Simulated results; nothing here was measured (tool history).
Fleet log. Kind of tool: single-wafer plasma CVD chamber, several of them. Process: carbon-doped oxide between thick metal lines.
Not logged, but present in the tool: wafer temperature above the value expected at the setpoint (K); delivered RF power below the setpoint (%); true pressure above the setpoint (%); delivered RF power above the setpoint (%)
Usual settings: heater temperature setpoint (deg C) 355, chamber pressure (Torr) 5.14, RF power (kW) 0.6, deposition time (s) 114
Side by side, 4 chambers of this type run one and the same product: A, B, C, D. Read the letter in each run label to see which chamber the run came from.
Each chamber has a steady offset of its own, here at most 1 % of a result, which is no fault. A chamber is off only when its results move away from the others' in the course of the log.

run   hour  heater temperature setpoint (deg C)  chamber pressure (Torr)  RF power (kW)  deposition time (s)  hours since the last thermocouple change  hours since the last RF generator calibration  hours since the last manometer calibration  read-back reference wafer on the same gauge, thickness_nm  mean film thickness on the monitor wafer (nm)
 1C   13.8                                  355                     5.14            0.6                  114                                    2014.5                                         2221.4                                       243.5                                                     638.92                                          630.3
 2B   23.6                                  355                     5.14            0.6                  114                                     363.8                                         1543.4                                      2748.9                                                     639.21                                         637.79
 3A   32.1                                  355                     5.14            0.6                  114                                     303.4                                         1165.9                                       474.2                                                     639.73                                         640.37
 4D   45.8                                  355                     5.14            0.6                  114                                    1295.5                                          439.1                                      1565.2                                                     639.15                                         638.54
 5A   58.4                                  355                     5.14            0.6                  114                                     329.7                                         1192.2                                       500.5                                                     638.77                                          639.2
 6D   65.3                                  355                     5.14            0.6                  114                                      1315                                          458.6                                      1584.7                                                      638.9                                         640.46
 7C   73.1                                  355                     5.14            0.6                  114                                    2073.8                                         2280.7                                       302.8                                                     638.76                                         630.36
 8B   79.7                                  355                     5.14            0.6                  114                                     419.9                                         1599.5                                        2805                                                     639.07                                         635.51
      82.7  -- chamber C: RF generator calibrated
 9D   92.6                                  355                     5.14            0.6                  114                                    1342.3                                          485.9                                        1612                                                     638.82                                         641.37
10C  105.8                                  355                     5.14            0.6                  114                                    2106.5                                           23.2                                       335.5                                                     639.49                                          632.3
11A  117.1                                  355                     5.14            0.6                  114                                     388.4                                         1250.9                                       559.2                                                     639.31                                         638.33
12B  128.8                                  355                     5.14            0.6                  114                                       469                                         1648.6                                      2854.1                                                     639.69                                         636.57
13B  141.7                                  355                     5.14            0.6                  114                                     481.9                                         1661.5                                        2867                                                     638.68                                         636.53
14C  150.2                                  355                     5.14            0.6                  114                                    2150.9                                           67.6                                       379.9                                                     639.02                                         635.97
15D    159                                  355                     5.14            0.6                  114                                    1408.7                                          552.3                                      1678.4                                                     639.05                                         640.48
16A  168.1                                  355                     5.14            0.6                  114                                     439.4                                         1301.9                                       610.2                                                     638.99                                          636.8
17C  176.6                                  355                     5.14            0.6                  114                                    2177.3                                             94                                       406.3                                                     639.28                                         631.71
18A  182.9                                  355                     5.14            0.6                  114                                     454.2                                         1316.7                                         625                                                     639.09                                         633.98
19B  196.9                                  355                     5.14            0.6                  114                                     537.1                                         1716.7                                      2922.2                                                     638.97                                         639.45
20D  204.8                                  355                     5.14            0.6                  114                                    1454.5                                          598.1                                      1724.2                                                     639.02                                          641.5
     208.4  -- chamber B: capacitance manometer re-zeroed and calibrated
21B  214.9                                  355                     5.14            0.6                  114                                     555.1                                         1734.7                                         6.6                                                     638.67                                         637.06
22A  228.4                                  355                     5.14            0.6                  114                                     499.7                                         1362.2                                       670.5                                                     639.37                                            630
23C  234.6                                  355                     5.14            0.6                  114                                    2235.3                                            152                                       464.3                                                      639.1                                         629.81
24D  244.1                                  341                     4.41            0.6                  114                                    1493.8                                          637.4                                      1763.5                                                     638.56                                         646.89
25C  252.7                                  341                     4.41            0.6                  114                                    2253.4                                          170.1                                       482.4                                                     639.02                                          638.5
26D  260.6                                  341                     4.41            0.6                  114                                    1510.3                                          653.9                                        1780                                                     638.58                                         648.65
27A  270.5                                  341                     4.41            0.6                  114                                     541.8                                         1404.3                                       712.6                                                     639.35                                         635.51
28B  281.6                                  355                     5.68            0.6                  114                                     621.8                                         1801.4                                        73.3                                                     639.35                                         646.21
29D    294                                  355                     5.68            0.6                  114                                    1543.7                                          687.3                                      1813.4                                                     638.97                                         647.78
30A  303.3                                  355                     5.68            0.6                  114                                     574.6                                         1437.1                                       745.4                                                     638.83                                         636.35
     313.7  -- chamber C: thermocouple changed; heater temperature recalibrated
31B  313.9                                  355                     5.68            0.6                  114                                     654.1                                         1833.7                                       105.6                                                     638.95                                         647.52
32C    323                                  361                     5.14            0.6                  114                                       9.3                                          240.4                                       552.7                                                     638.93                                         620.32
33A  334.3                                  361                     5.14            0.6                  114                                     605.6                                         1468.1                                       776.4                                                     639.29                                         615.84
34D  342.5                                  361                     5.14            0.6                  114                                    1592.2                                          735.8                                      1861.9                                                     638.79                                         632.32
35B  351.4                                  361                     5.14            0.6                  114                                     691.6                                         1871.2                                       143.1                                                     639.02                                         629.66
36C  359.5                                  355                     5.14            0.6                  114                                      45.8                                          276.9                                       589.2                                                     639.18                                         633.18

Is one chamber out of step, is the gauge drifting, or do the chambers differ by no more than their own small offsets? For an off chamber, give its letter and the likeliest cause.

One chamber, A, drifts off from the rest bit by bit.
Likeliest cause: delivered RF power below the setpoint (%) = 5.11.

Below are 4 candidate recipes for chamber A's next run, each the usual settings with a change, their results shown as question marks. Which of them brings A's results back in line with what the other chambers give on the usual settings?
Counts as in line when no further than this from what the other chambers average on the usual settings: mean film thickness on the monitor wafer (nm) 5.9
37A-1  369.6                                  355                     5.16          0.605                  114                                                                                                                                                                                                                                              ?
37A-2  369.6                                  365                     5.14            0.6                  114                                                                                                                                                                                                                                              ?
37A-3  369.6                                  355                     5.13            0.6                  113                                                                                                                                                                                                                                              ?
37A-4  369.6                                  355                     5.16          0.605                  116                                                                                                                                                                                                                                              ?

Mean of the other chambers on the usual settings: mean film thickness on the monitor wafer (nm) 636.51
  run  mean film thickness on the monitor wafer (nm)
37A-1                                          624.6
37A-2                                         606.82
37A-3                                         615.57
37A-4                                         635.51
37A-4 puts the chamber back in line with the other chambers.

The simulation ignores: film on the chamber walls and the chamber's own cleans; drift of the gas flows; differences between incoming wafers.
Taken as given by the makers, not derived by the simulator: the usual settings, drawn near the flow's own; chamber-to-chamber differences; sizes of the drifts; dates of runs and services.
